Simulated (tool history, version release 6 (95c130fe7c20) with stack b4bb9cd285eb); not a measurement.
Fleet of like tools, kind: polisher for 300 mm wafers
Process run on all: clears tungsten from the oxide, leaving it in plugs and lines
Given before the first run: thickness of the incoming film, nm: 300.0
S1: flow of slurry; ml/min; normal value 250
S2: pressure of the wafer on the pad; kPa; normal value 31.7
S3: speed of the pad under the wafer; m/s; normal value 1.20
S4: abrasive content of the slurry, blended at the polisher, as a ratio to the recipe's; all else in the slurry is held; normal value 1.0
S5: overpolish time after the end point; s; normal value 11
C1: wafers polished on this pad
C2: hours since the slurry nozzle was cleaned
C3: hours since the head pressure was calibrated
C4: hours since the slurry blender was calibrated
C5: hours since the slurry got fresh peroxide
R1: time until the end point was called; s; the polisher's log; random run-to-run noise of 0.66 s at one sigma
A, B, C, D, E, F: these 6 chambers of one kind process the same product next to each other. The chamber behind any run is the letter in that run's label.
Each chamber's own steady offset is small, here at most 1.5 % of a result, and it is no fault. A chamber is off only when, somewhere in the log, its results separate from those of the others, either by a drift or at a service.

run   hour   S1    S2    S3   S4  S5    C1     C2     C3     C4     C5      R1
 1D    4.3  250  31.7  1.20  1.0  11   795  472.5  302.5  113.4   55.9  39.275
 2C    9.3  250  31.7  1.20  1.0  11  1400  214.2  478.5   42.1   33.1  38.032
 3E   12.6  250  31.7  1.20  1.0  11   629   94.7  145.0  304.4   35.4  38.416
      14.7  -- chamber B: worn pad replaced by a new one
 4F   15.2  250  31.7  1.20  1.0  11   951  510.8  744.3  191.3   32.1  38.513
      15.5  -- chamber D: slurry tank refilled with fresh slurry and peroxide
 5B   18.5  250  31.7  1.20  1.0  11    25  238.2  516.7  275.4   58.2  38.761
      19.0  -- chamber B: slurry nozzle cleaned
      19.9  -- chamber B: slurry tank refilled with fresh slurry and peroxide
 6A   21.2  250  31.7  1.20  1.0  11   672  219.0   36.5  188.8  149.2  38.539
 7C   24.5  250  31.7  1.20  1.0  11  1500  229.4  493.7   57.3   48.3  38.531
      27.9  -- chamber C: worn pad replaced by a new one
 8E   28.5  250  31.7  1.20  1.0  11   733  110.6  160.9  320.3   51.3  38.867
 9D   32.2  250  31.7  1.20  1.0  11   978  500.4  330.4  141.3   16.7  39.476
10F   36.8  250  31.7  1.20  1.0  11  1093  532.4  765.9  212.9   53.7  39.370
      37.8  -- chamber D: worn pad replaced by a new one
11B   41.2  250  31.7  1.20  1.0  11   174   22.3  539.4  298.1   21.3  38.606
      43.8  -- chamber E: worn pad replaced by a new one
12A   45.3  250  31.7  1.20  1.0  11   831  243.1   60.6  212.9  173.3  39.885
13A   48.1  250  31.7  1.04  0.8  11   849  245.9   63.4  215.7  176.1  47.348
      49.8  -- chamber A: slurry tank refilled with fresh slurry and peroxide
14C   52.9  250  31.7  1.04  0.8  11   164  257.8  522.1   85.7   76.7  45.510
      53.7  -- chamber C: slurry tank refilled with fresh slurry and peroxide
15B   55.7  250  31.7  1.04  0.8  11   269   36.8  553.9  312.6   35.8  46.970
      58.1  -- chamber E: slurry blender recalibrated
16D   59.8  250  31.7  1.04  0.8  11   145  528.0  358.0  168.9   44.3  46.047
      61.5  -- chamber F: worn pad replaced by a new one
      63.1  -- chamber D: slurry nozzle cleaned
17F   63.9  250  31.7  1.04  0.8  11    16  559.5  793.0  240.0   80.8  48.262
18E   66.4  250  31.7  1.04  0.8  11   148  148.5  198.8    8.4   89.2  46.355
19F   69.0  250  31.7  1.20  1.0  11    49  564.6  798.1  245.1   85.9  37.131
      72.9  -- chamber D: slurry tank refilled with fresh slurry and peroxide
20B   73.8  250  31.7  1.20  1.0  11   388   54.9  572.0  330.7   53.9  38.737
      75.0  -- chamber A: slurry blender recalibrated
      75.5  -- chamber B: slurry blender recalibrated
21C   76.9  250  31.7  1.20  1.0  11   322  281.8  546.1  109.7   23.2  37.327
      79.5  -- chamber C: slurry nozzle cleaned
22D   79.5  250  31.7  1.20  1.0  11   274   16.4  377.7  188.6    6.6  39.207
23A   83.9  250  31.7  1.20  1.0  11  1084  281.7   99.2    8.9   34.1  38.582
      85.2  -- chamber F: slurry tank refilled with fresh slurry and peroxide
      85.7  -- chamber B: slurry tank refilled with fresh slurry and peroxide
24E   88.4  250  31.7  1.20  1.0  11   293  170.5  220.8   30.4  111.2  38.188
25C   92.3  250  31.7  1.20  1.0  11   423   12.9  561.5  125.1   38.6  37.435
26B   95.1  280  31.7  1.20  1.0  11   528   76.2  593.3   19.6    9.4  38.363
27E   97.6  280  31.7  1.20  1.0  11   353  179.7  230.0   39.6  120.4  38.202
      97.7  -- chamber F: slurry blender recalibrated
28D  102.7  280  31.7  1.20  1.0  11   426   39.6  400.9  211.8   29.8  37.917
     102.8  -- chamber A: worn pad replaced by a new one
     105.5  -- chamber E: slurry nozzle cleaned
29A  105.9  280  31.7  1.20  1.0  11    20  303.7  121.2   30.9   56.1  38.393
30F  109.6  280  31.7  1.20  1.0  11   316  605.2  838.7   11.9   24.4  37.578
31E  114.2  280  31.7  1.20  1.0  11   462    8.8  246.6   56.2  137.0  39.897
32C  118.6  250  31.7  1.20  0.9  11   596   39.2  587.8  151.4   64.9  38.755
     118.9  -- chamber C: slurry tank refilled with fresh slurry and peroxide
33B  121.6  250  31.7  1.20  0.9  11   702  102.7  619.8   46.1   35.9  40.173
34A  126.5  250  31.7  1.20  0.9  11   156  324.3  141.8   51.5   76.7  39.413
35F  130.9  250  31.7  1.20  0.9  11   456  626.5  860.0   33.2   45.7  40.891
36D  133.9  250  31.7  1.20  0.9  11   631   70.8  432.1  243.0   61.0  39.805
37E  136.8  250  31.7  1.20  0.9  11   611   31.4  269.2   78.8  159.6  38.108
38C  141.7  250  31.7  1.20  1.0  11   748   62.3  610.9  174.5   22.9  37.694
39F  145.6  250  31.7  1.20  1.0  11   552  641.2  874.7   47.9   60.4  38.366

Is one chamber off against the others, does the gauge drift, or is nothing wrong? If a chamber is off, say which, and what the likeliest cause is.

No chamber is off and the gauge is stable; the differences are just each chamber's small, constant offset.
